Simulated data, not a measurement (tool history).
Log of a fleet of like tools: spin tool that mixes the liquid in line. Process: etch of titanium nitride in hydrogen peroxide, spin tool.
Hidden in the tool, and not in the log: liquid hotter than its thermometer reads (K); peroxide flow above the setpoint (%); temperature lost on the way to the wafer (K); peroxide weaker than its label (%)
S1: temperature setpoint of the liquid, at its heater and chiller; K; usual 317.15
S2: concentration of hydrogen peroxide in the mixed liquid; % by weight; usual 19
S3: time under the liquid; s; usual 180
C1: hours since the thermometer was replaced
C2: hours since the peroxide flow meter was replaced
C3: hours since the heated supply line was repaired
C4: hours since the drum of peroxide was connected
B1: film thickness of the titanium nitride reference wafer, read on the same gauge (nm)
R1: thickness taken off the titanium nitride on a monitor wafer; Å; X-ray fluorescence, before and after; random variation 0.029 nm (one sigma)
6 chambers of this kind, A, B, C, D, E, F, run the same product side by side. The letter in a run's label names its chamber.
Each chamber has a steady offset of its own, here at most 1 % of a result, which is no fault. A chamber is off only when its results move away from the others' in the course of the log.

run,hour,S1,S2,S3,C1,C2,C3,C4,B1,R1
1C,5.3,317.15,19,180,1266.4,1317.9,860.2,573.2,100.020,28.126
2D,9.9,317.15,19,180,396.4,138.6,1464.1,1153.8,100.010,29.165
3A,16.2,317.15,19,180,64.8,1277.5,1163.9,328.9,100.000,28.592
4E,23.0,317.15,19,180,290.1,829.7,1209.2,120.1,99.984,28.401
5B,29.5,317.15,19,180,780.8,461.9,142.0,1015.7,100.040,28.537
6F,33.4,317.15,19,180,1315.7,848.7,2202.8,420.1,100.000,28.308
7C,40.8,317.15,19,180,1301.9,1353.4,895.7,608.7,100.000,27.793
8A,48.0,317.15,19,180,96.6,1309.3,1195.7,360.7,100.060,28.279
# hour 48.7: chamber A: new drum of peroxide connected
9F,54.1,317.15,15,225,1336.4,869.4,2223.5,440.8,99.972,33.674
10E,60.6,317.15,15,225,327.7,867.3,1246.8,157.7,99.998,34.636
11B,68.0,317.15,15,225,819.3,500.4,180.5,1054.2,99.977,33.949
12D,75.0,317.15,15,225,461.5,203.7,1529.2,1218.9,100.010,33.745
13F,79.4,317.15,15,225,1361.7,894.7,2248.8,466.1,99.990,33.835
# hour 80.6: chamber F: thermometer replaced
# hour 81.4: chamber E: peroxide flow meter replaced
# hour 82.9: chamber B: thermometer replaced
14C,83.7,317.15,15,225,1344.8,1396.3,938.6,651.6,100.020,33.784
15A,88.2,317.15,19,180,136.8,1349.5,1235.9,39.6,99.999,28.667
16D,92.9,317.15,19,180,479.4,221.6,1547.1,1236.8,100.000,27.882
17B,99.5,317.15,19,180,16.7,531.9,212.0,1085.7,99.985,28.492
18E,107.1,317.15,19,180,374.2,25.7,1293.3,204.2,100.000,28.194
19B,113.8,317.15,19,180,31.0,546.2,226.3,1100.0,100.020,28.966
20F,120.9,317.15,19,180,40.4,936.2,2290.3,507.6,99.960,28.956
21D,127.1,317.15,19,180,513.6,255.8,1581.3,1271.0,99.962,26.896
22C,133.1,317.15,19,180,1394.2,1445.7,988.0,701.0,100.030,29.023
23E,137.8,317.15,19,180,404.9,56.4,1324.0,234.9,99.975,28.351
24A,145.5,317.15,19,180,194.1,1406.8,1293.2,96.9,100.020,28.664
25F,150.5,317.15,19,180,70.0,965.8,2319.9,537.2,100.010,27.929
26C,158.0,317.15,19,180,1419.1,1470.6,1012.9,725.9,99.986,28.596
27E,164.8,317.15,19,180,431.9,83.4,1351.0,261.9,100.010,28.771
28B,171.2,317.15,19,180,88.4,603.6,283.7,1157.4,99.993,28.862
29D,176.1,317.15,19,180,562.6,304.8,1630.3,1320.0,99.943,26.527
30A,182.7,317.15,19,180,231.3,1444.0,1330.4,134.1,100.000,29.020
31E,188.5,317.15,19,180,455.6,107.1,1374.7,285.6,99.944,29.019
32B,192.6,317.15,19,180,109.8,625.0,305.1,1178.8,99.984,28.199
33F,197.2,317.15,19,180,116.7,1012.5,2366.6,583.9,100.000,28.411
34C,204.8,317.15,19,180,1465.9,1517.4,1059.7,772.7,100.020,28.438
# hour 205.4: chamber D: thermometer replaced
35D,211.8,317.15,21,235,6.4,340.5,1666.0,1355.7,99.995,33.693
36A,215.9,317.15,21,235,264.5,1477.2,1363.6,167.3,99.989,38.943
37B,219.9,317.15,21,235,137.1,652.3,332.4,1206.1,100.040,37.964
38E,223.4,317.15,21,235,490.5,142.0,1409.6,320.5,99.988,37.770
39A,228.2,317.15,21,235,276.8,1489.5,1375.9,179.6,100.010,37.969
40F,232.5,317.15,21,235,152.0,1047.8,2401.9,619.2,100.000,38.176
41C,237.9,317.15,19,180,1499.0,1550.5,1092.8,805.8,99.987,28.692

What goes on in this fleet: one chamber off, a drifting gauge, or nothing beyond the chambers' own small offsets? Name the chamber and the cause, if any.

Chamber D drifts away from the others.
Cause: temperature lost on the way to the wafer (K) = 1.96.

Here are 4 candidates for chamber D's next run, each the usual settings with a change, their results left as question marks. Which one brings its results back in line with what the others give on the usual settings?
In line means no further than this from the other chambers' mean on the usual settings: R1 1.000 Å
42D-1,243.4,317.15,19,155,,,,,,?
42D-2,243.4,317.65,19,185,,,,,,?
42D-3,243.4,316.15,19,180,,,,,,?
42D-4,243.4,319.15,19,180,,,,,,?

The other chambers' mean on the usual settings: R1 28.526 Å
run,R1
42D-1,21.111
42D-2,26.171
42D-3,22.719
42D-4,28.488
42D-4 brings the chamber back in line.
